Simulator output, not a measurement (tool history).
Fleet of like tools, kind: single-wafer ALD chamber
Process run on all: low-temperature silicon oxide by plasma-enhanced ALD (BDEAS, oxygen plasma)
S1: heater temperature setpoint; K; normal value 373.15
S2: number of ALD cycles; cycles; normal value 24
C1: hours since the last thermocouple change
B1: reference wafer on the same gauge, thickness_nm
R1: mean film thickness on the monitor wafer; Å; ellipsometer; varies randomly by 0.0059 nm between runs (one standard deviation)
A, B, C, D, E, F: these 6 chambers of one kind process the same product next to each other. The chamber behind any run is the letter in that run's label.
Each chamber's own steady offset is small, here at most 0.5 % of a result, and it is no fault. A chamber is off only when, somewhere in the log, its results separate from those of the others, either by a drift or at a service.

run 1A day=0.329 | S1=373.15 S2=24 | C1=115.9 | B1=3.3193 | R1=34.239
run 2F day=0.65 | S1=373.15 S2=24 | C1=399.5 | B1=3.3185 | R1=34.296
run 3B day=0.875 | S1=373.15 S2=24 | C1=1053.8 | B1=3.3196 | R1=34.231
run 4C day=1.067 | S1=373.15 S2=24 | C1=746.3 | B1=3.3174 | R1=34.271
run 5E day=1.233 | S1=383.15 S2=25 | C1=1596.4 | B1=3.3164 | R1=34.876
run 6D day=1.467 | S1=383.15 S2=25 | C1=1464.6 | B1=3.317 | R1=34.864
run 7B day=1.817 | S1=383.15 S2=25 | C1=1076.4 | B1=3.3167 | R1=34.92
run 8A day=2.121 | S1=383.15 S2=25 | C1=158.9 | B1=3.3162 | R1=35.032
run 9C day=2.404 | S1=383.15 S2=25 | C1=778.4 | B1=3.3151 | R1=34.964
run 10F day=2.662 | S1=383.15 S2=25 | C1=447.8 | B1=3.3155 | R1=34.93
run 11E day=2.925 | S1=373.15 S2=24 | C1=1637 | B1=3.3142 | R1=34.062
run 12D day=3.204 | S1=373.15 S2=24 | C1=1506.3 | B1=3.3122 | R1=34.23
run 13C day=3.496 | S1=373.15 S2=24 | C1=804.6 | B1=3.3116 | R1=34.213
-- day=3.767 chamber B: thermocouple changed; heater temperature recalibrated
run 14B day=3.825 | S1=373.15 S2=24 | C1=1.4 | B1=3.3116 | R1=34.156
run 15D day=4.004 | S1=373.15 S2=24 | C1=1525.5 | B1=3.3115 | R1=34.083
run 16E day=4.325 | S1=373.15 S2=24 | C1=1670.6 | B1=3.3114 | R1=34.122
run 17A day=4.558 | S1=373.15 S2=24 | C1=217.4 | B1=3.3113 | R1=34.173
run 18F day=4.858 | S1=373.15 S2=24 | C1=500.5 | B1=3.3097 | R1=34.161
run 19D day=5.125 | S1=373.15 S2=24 | C1=1552.4 | B1=3.3079 | R1=34.11
run 20F day=5.35 | S1=373.15 S2=24 | C1=512.3 | B1=3.3087 | R1=34.202
run 21B day=5.688 | S1=373.15 S2=24 | C1=46.1 | B1=3.3079 | R1=34.129
run 22A day=5.992 | S1=365.15 S2=24 | C1=251.8 | B1=3.3066 | R1=35.121
run 23C day=6.358 | S1=365.15 S2=24 | C1=873.3 | B1=3.3062 | R1=34.999
run 24E day=6.688 | S1=365.15 S2=24 | C1=1727.3 | B1=3.3064 | R1=34.931
run 25C day=6.971 | S1=365.15 S2=24 | C1=888 | B1=3.305 | R1=34.997
run 26D day=7.154 | S1=365.15 S2=24 | C1=1601.1 | B1=3.3047 | R1=35.086
run 27B day=7.433 | S1=365.15 S2=24 | C1=88 | B1=3.3037 | R1=35.075
run 28E day=7.775 | S1=373.15 S2=24 | C1=1753.4 | B1=3.3018 | R1=34.004
run 29A day=7.967 | S1=373.15 S2=24 | C1=299.2 | B1=3.3033 | R1=34.11
run 30F day=8.154 | S1=373.15 S2=24 | C1=579.6 | B1=3.3016 | R1=33.997
run 31F day=8.467 | S1=373.15 S2=24 | C1=587.1 | B1=3.3035 | R1=33.981
run 32B day=8.725 | S1=373.15 S2=22 | C1=119 | B1=3.3005 | R1=31.287
run 33E day=9.075 | S1=373.15 S2=22 | C1=1784.6 | B1=3.2999 | R1=30.981
run 34C day=9.388 | S1=373.15 S2=22 | C1=946 | B1=3.2997 | R1=31.225
run 35D day=9.688 | S1=373.15 S2=22 | C1=1661.9 | B1=3.2993 | R1=31.128
run 36A day=10.012 | S1=373.15 S2=22 | C1=348.3 | B1=3.2989 | R1=31.181
run 37D day=10.312 | S1=373.15 S2=22 | C1=1676.9 | B1=3.2977 | R1=31.029
run 38F day=10.529 | S1=373.15 S2=24 | C1=636.6 | B1=3.2965 | R1=34.058

What goes on in this fleet: one chamber off, a drifting gauge, or nothing beyond the chambers' own small offsets? Name the chamber and the cause, if any.

Gauge drift. The chambers move together only on paper, and none stands off.
Most likely cause: gauge reads low (%) = 0.71.
